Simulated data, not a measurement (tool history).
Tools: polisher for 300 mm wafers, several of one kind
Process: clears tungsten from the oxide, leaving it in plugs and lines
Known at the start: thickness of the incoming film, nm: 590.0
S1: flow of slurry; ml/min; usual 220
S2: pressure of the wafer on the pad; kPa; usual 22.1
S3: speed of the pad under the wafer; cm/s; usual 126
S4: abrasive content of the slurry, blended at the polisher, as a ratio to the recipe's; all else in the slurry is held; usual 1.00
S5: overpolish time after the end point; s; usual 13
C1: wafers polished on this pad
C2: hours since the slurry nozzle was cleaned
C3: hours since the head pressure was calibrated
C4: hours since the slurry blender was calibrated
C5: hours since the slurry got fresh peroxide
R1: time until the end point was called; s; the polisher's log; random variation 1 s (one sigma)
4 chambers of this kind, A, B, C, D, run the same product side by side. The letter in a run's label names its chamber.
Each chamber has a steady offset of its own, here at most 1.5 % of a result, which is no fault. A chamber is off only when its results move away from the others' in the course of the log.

run   hour   S1    S2   S3    S4  S5   C1     C2      C3     C4     C5       R1
 1A    4.6  220  22.1  126  1.00  13  114  340.2  1319.5  373.1  110.5   98.941
       5.7  -- chamber A: slurry tank refilled with fresh slurry and peroxide
       6.3  -- chamber D: slurry tank refilled with fresh slurry and peroxide
 2C   10.2  220  22.1  126  1.00  13  395  184.6   931.4   61.2   11.0   98.654
 3B   16.0  220  22.1  126  1.00  13  171  370.6   256.2   74.2  107.7   98.505
      18.4  -- chamber D: worn pad replaced by a new one
      21.3  -- chamber B: slurry tank refilled with fresh slurry and peroxide
 4D   21.7  220  22.1  126  1.00  13   17  344.3    69.1   40.2   15.5   94.726
 5D   25.4  220  22.1  126  1.00  13   37  348.0    72.8   43.9   19.2   96.919
 6B   30.0  220  22.1  126  1.00  13  245  384.6   270.2   88.2    8.8   96.535
 7C   36.0  220  22.1  126  1.00  13  532  210.4   957.2   87.0   36.8   97.698
 8A   39.7  220  22.1  126  1.00  13  301  375.3  1354.6  408.2   34.1   97.601
 9A   44.1  220  22.1  126  1.00  13  324  379.7  1359.0  412.6   38.5   96.878
10B   47.5  220  22.1  126  1.00  13  338  402.1   287.7  105.7   26.3   98.090
      49.7  -- chamber D: slurry nozzle cleaned
11D   53.3  220  22.1  126  1.00  13  185    3.6   100.7   71.8   47.1   97.605
12C   57.8  220  22.1  126  1.00  13  648  232.2   979.0  108.8   58.6   98.566
      58.6  -- chamber D: slurry tank refilled with fresh slurry and peroxide
13C   61.1  220  22.1  126  1.00  13  666  235.5   982.3  112.1   61.9   98.207
      62.8  -- chamber C: head pressure recalibrated
14D   64.6  220  22.1  126  1.00  13  245   14.9   112.0   83.1    6.0   96.293
      66.7  -- chamber C: slurry tank refilled with fresh slurry and peroxide
15A   68.4  220  22.1  126  1.00  13  453  404.0  1383.3  436.9   62.8   97.955
16B   71.8  220  22.1  126  1.00   9  467  426.4   312.0  130.0   50.6   99.263
      74.8  -- chamber B: slurry nozzle cleaned
17B   77.0  220  22.1  126  1.00   9  495    2.2   317.2  135.2   55.8   99.866
18D   81.3  220  22.1  126  1.00   9  334   31.6   128.7   99.8   22.7   97.394
      82.1  -- chamber C: slurry nozzle cleaned
19C   86.4  220  22.1  126  1.00   9  800    4.4    23.6  137.4   19.7   88.350
      90.2  -- chamber A: worn pad replaced by a new one
20A   90.6  220  22.1  126  1.00  13    2  426.2  1405.5  459.1   85.0   99.122
21C   96.1  220  22.1  126  1.00  13  852   14.1    33.3  147.1   29.4   88.275
22A  102.1  220  22.1  126  1.00  13   63  437.7  1417.0  470.6   96.5   96.401
     103.0  -- chamber A: slurry blender recalibrated
23B  106.0  220  22.1  126  1.00  13  649   31.2   346.2  164.2   84.8   98.628
24D  109.2  220  22.1  126  1.00  13  483   59.5   156.6  127.7   50.6   96.800
25B  112.9  220  22.1  126  1.00  13  686   38.1   353.1  171.1   91.7   97.822
     116.8  -- chamber A: head pressure recalibrated
     117.7  -- chamber A: slurry tank refilled with fresh slurry and peroxide
26A  118.3  220  22.1  126  1.00  13  149  453.9     1.6   15.4    0.6  101.270
27C  123.2  220  22.1  126  1.00  13  996   41.2    60.4  174.2   56.5   88.496

Is one chamber off against the others, does the gauge drift, or is nothing wrong? If a chamber is off, say which, and what the likeliest cause is.

A service left chamber C off against the others.
Cause: head's pressure above its setpoint, % = 11.6.

Here are 4 candidates for chamber C's next run, each the usual settings with a change, their results left as question marks. Which one brings its results back in line with what the others give on the usual settings?
In line means no further than this from the other chambers' mean on the usual settings: R1 3.600 s
28C-1  127.5  220  24.1  136  1.00  13                       ?
28C-2  127.5  220  20.0  116  1.00  13                       ?
28C-3  127.5  220  20.7  120  1.00  13                       ?
28C-4  127.5  220  23.4  132  1.00  13                       ?

The other chambers' mean on the usual settings: R1 98.607 s
  run       R1
28C-1   75.858
28C-2  107.360
28C-3  100.320
28C-4   80.455
28C-3 brings the chamber back in line.

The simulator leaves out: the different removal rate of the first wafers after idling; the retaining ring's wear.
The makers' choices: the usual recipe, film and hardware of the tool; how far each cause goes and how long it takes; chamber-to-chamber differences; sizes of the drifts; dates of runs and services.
